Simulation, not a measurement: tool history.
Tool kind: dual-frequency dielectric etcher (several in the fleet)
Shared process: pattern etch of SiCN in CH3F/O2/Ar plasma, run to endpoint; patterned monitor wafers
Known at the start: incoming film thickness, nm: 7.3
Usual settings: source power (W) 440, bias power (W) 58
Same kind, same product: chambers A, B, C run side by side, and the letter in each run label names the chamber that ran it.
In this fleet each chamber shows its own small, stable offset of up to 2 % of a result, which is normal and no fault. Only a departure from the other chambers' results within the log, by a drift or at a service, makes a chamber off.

run	hour	source power (W)	bias power (W)	endpoint time (s)
1B	5.1	440	58	20.286
# hour 13.9: chamber C: wet clean of the chamber
2C	16.4	440	58	20.631
3A	21.5	440	58	20.005
4C	26.6	440	58	20.737
5B	31.7	520	58	18.972
6A	42.5	520	58	18.888
7C	52.8	520	58	19.147
8A	60.1	440	58	20.05
9B	69.9	440	58	20.309
10B	75.2	440	58	20.138
11A	83.6	440	53	20.716
12C	93.9	440	53	21.284
13C	99.5	440	53	21.141
14B	108.6	440	58	20.162
15A	120	440	58	20.035
# hour 120.3: chamber A: wet clean of the chamber
16B	128.2	440	58	20.197
17C	134.7	440	58	20.569
18A	144.5	440	58	20.056
19B	150.9	520	58	18.916
20C	161.3	520	58	19.214
21A	169.2	520	58	18.929
22C	174.6	440	58	20.51
23B	182.6	510	70	17.915
24A	188.6	510	70	17.922
25A	197.5	510	70	17.756
26B	202.4	480	58	19.459
27C	211.6	480	58	19.909
# hour 221.2: chamber B: wet clean of the chamber
28B	221.6	480	58	18.705
29C	229.7	400	58	21.26
30A	240.9	400	58	20.867
31B	251.5	400	58	19.887
32C	261.4	480	58	19.953
33A	271.4	480	58	19.34
34B	277.2	480	58	18.606
35C	285.2	440	58	20.45
36A	294.6	440	58	20.013
# hour 297.8: chamber B: source power generator calibrated
37C	305.7	440	58	20.443
38B	315.8	440	58	19.352
39A	324.1	440	58	20.022
40C	333.5	440	58	20.591
41B	339.7	440	58	19.437
42A	348.3	440	58	20.148
43A	353.6	440	58	20.046
44B	360	440	58	19.265

Next, every chamber runs the same settings. What will each give?
45A	368.1	440	58	?
45B	368.1	440	58	?
45C	368.1	440	58	?

run	endpoint time (s)
45A	20.105
45B	19.303
45C	20.463

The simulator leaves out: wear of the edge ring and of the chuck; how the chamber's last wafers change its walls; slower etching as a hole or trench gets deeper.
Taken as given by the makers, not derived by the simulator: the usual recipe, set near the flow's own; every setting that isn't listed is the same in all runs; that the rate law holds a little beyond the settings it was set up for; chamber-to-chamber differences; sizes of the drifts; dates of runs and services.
